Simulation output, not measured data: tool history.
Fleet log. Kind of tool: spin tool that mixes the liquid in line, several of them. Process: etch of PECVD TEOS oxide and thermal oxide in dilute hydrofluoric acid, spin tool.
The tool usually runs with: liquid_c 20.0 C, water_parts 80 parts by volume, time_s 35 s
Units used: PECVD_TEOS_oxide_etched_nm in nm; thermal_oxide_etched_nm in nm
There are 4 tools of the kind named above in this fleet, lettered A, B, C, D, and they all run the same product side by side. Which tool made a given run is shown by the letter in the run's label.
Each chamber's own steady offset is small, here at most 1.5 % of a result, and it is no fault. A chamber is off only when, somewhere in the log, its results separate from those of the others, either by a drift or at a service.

| run | hour | liquid_c | water_parts | time_s | hours since the thermometer was replaced | hours since the hydrofluoric acid flow meter was replaced | read-back film thickness of the PECVD TEOS oxide reference wafer, read on the same gauge (nm) | read-back film thickness of the thermal oxide reference wafer, read on the same gauge (nm) | PECVD_TEOS_oxide_etched_nm | thermal_oxide_etched_nm |
|---|---|---|---|---|---|---|---|---|---|---|
| 1D | 6.3 | 20.0 | 80 | 35 | 88.9 | 2020.6 | 110.02 | 89.987 | 5.9546 | 1.84160 |
| 2A | 10.1 | 20.0 | 80 | 35 | 1717.4 | 1639.0 | 109.99 | 90.019 | 5.9907 | 1.89730 |
| 3B | 18.4 | 20.0 | 80 | 35 | 454.0 | 938.9 | 110.00 | 90.001 | 5.9557 | 1.85580 |
| 4C | 25.7 | 20.0 | 80 | 35 | 179.4 | 259.0 | 110.00 | 89.969 | 5.9421 | 1.87910 |
| 5B | 33.9 | 20.0 | 80 | 35 | 469.5 | 954.4 | 110.01 | 90.018 | 6.0005 | 1.83390 |
| 6C | 41.7 | 20.0 | 80 | 35 | 195.4 | 275.0 | 110.02 | 89.983 | 5.8746 | 1.86680 |
| 7D | 49.3 | 20.0 | 80 | 35 | 131.9 | 2063.6 | 109.99 | 89.962 | 6.0100 | 1.89670 |
| 8A | 53.8 | 20.0 | 80 | 35 | 1761.1 | 1682.7 | 109.99 | 89.996 | 6.0489 | 1.88720 |
| 9C | 60.2 | 20.0 | 80 | 35 | 213.9 | 293.5 | 109.99 | 90.006 | 5.8991 | 1.89060 |
| 10A | 64.9 | 20.0 | 80 | 35 | 1772.2 | 1693.8 | 110.00 | 90.001 | 6.0270 | 1.86480 |
| 11B | 70.1 | 20.0 | 80 | 35 | 505.7 | 990.6 | 110.01 | 89.986 | 6.0044 | 1.86840 |
| 12D | 78.4 | 20.0 | 80 | 25 | 161.0 | 2092.7 | 109.99 | 89.985 | 4.2439 | 1.29850 |
| 13B | 85.3 | 20.0 | 80 | 25 | 520.9 | 1005.8 | 109.99 | 89.983 | 4.2955 | 1.33890 |
| 14A | 93.5 | 20.0 | 80 | 25 | 1800.8 | 1722.4 | 110.00 | 90.001 | 4.2619 | 1.33660 |
| 15D | 101.7 | 20.0 | 80 | 25 | 184.3 | 2116.0 | 109.99 | 90.022 | 4.2862 | 1.32300 |
| 16C | 109.4 | 20.0 | 80 | 15 | 263.1 | 342.7 | 110.01 | 90.007 | 2.5624 | 0.79403 |
| 17A | 114.9 | 20.0 | 80 | 15 | 1822.2 | 1743.8 | 110.02 | 89.984 | 2.5942 | 0.79360 |
| 18D | 121.2 | 20.0 | 80 | 15 | 203.8 | 2135.5 | 110.00 | 89.997 | 2.5710 | 0.79635 |
| 19C | 126.3 | 20.0 | 80 | 15 | 280.0 | 359.6 | 110.00 | 90.000 | 2.5211 | 0.79299 |
|  | 127.3 | chamber A: thermometer replaced |
| 20B | 130.0 | 20.0 | 80 | 35 | 565.6 | 1050.5 | 110.01 | 89.978 | 5.9344 | 1.89270 |
| 21C | 135.2 | 23.5 | 50 | 35 | 288.9 | 368.5 | 110.01 | 90.032 | 11.4790 | 3.58630 |
| 22D | 142.2 | 23.5 | 50 | 35 | 224.8 | 2156.5 | 109.99 | 90.009 | 11.4550 | 3.59430 |
| 23B | 146.5 | 23.5 | 50 | 35 | 582.1 | 1067.0 | 109.99 | 90.022 | 11.2970 | 3.45310 |
| 24A | 153.2 | 23.5 | 50 | 35 | 25.9 | 1782.1 | 110.00 | 89.996 | 11.6690 | 3.59270 |
|  | 156.7 | chamber D: hydrofluoric acid flow meter replaced |
| 25B | 159.9 | 20.0 | 80 | 35 | 595.5 | 1080.4 | 109.98 | 89.995 | 5.9678 | 1.89690 |
| 26A | 166.6 | 22.0 | 80 | 50 | 39.3 | 1795.5 | 110.00 | 89.994 | 9.3512 | 2.83150 |
| 27C | 173.2 | 22.0 | 80 | 50 | 326.9 | 406.5 | 109.97 | 90.013 | 9.2112 | 2.90930 |
| 28D | 180.5 | 22.0 | 80 | 50 | 263.1 | 23.8 | 110.01 | 89.984 | 9.3689 | 2.94780 |
| 29A | 186.2 | 22.0 | 80 | 50 | 58.9 | 1815.1 | 110.03 | 89.987 | 9.3504 | 2.87470 |
| 30C | 191.5 | 20.0 | 80 | 35 | 345.2 | 424.8 | 110.00 | 90.016 | 5.9438 | 1.93730 |
| 31B | 196.3 | 20.0 | 80 | 35 | 631.9 | 1116.8 | 110.01 | 89.995 | 5.9677 | 1.89800 |
| 32D | 200.0 | 20.0 | 80 | 35 | 282.6 | 43.3 | 110.01 | 89.974 | 6.0089 | 1.84120 |
| 33D | 204.7 | 20.0 | 80 | 35 | 287.3 | 48.0 | 110.00 | 89.993 | 5.9666 | 1.88830 |
| 34C | 212.4 | 20.0 | 80 | 35 | 366.1 | 445.7 | 110.01 | 90.018 | 5.9853 | 1.85510 |
| 35A | 219.3 | 20.0 | 80 | 35 | 92.0 | 1848.2 | 110.00 | 89.963 | 6.0467 | 1.86500 |
| 36B | 226.7 | 20.0 | 80 | 35 | 662.3 | 1147.2 | 109.99 | 90.015 | 5.9471 | 1.83090 |
| 37C | 234.1 | 20.0 | 80 | 35 | 387.8 | 467.4 | 110.01 | 90.004 | 5.9536 | 1.86220 |

All chambers now run identical settings, listed one chamber a line with results as question marks. What results will each chamber show?
| 38A | 240.0 | 20.0 | 55 | 35 |  |  |  |  | ? | ? |
| 38B | 240.0 | 20.0 | 55 | 35 |  |  |  |  | ? | ? |
| 38C | 240.0 | 20.0 | 55 | 35 |  |  |  |  | ? | ? |
| 38D | 240.0 | 20.0 | 55 | 35 |  |  |  |  | ? | ? |

| run | PECVD_TEOS_oxide_etched_nm | thermal_oxide_etched_nm |
|---|---|---|
| 38A | 9.1495 | 2.78830 |
| 38B | 8.8399 | 2.79380 |
| 38C | 8.8470 | 2.82070 |
| 38D | 8.9655 | 2.81740 |

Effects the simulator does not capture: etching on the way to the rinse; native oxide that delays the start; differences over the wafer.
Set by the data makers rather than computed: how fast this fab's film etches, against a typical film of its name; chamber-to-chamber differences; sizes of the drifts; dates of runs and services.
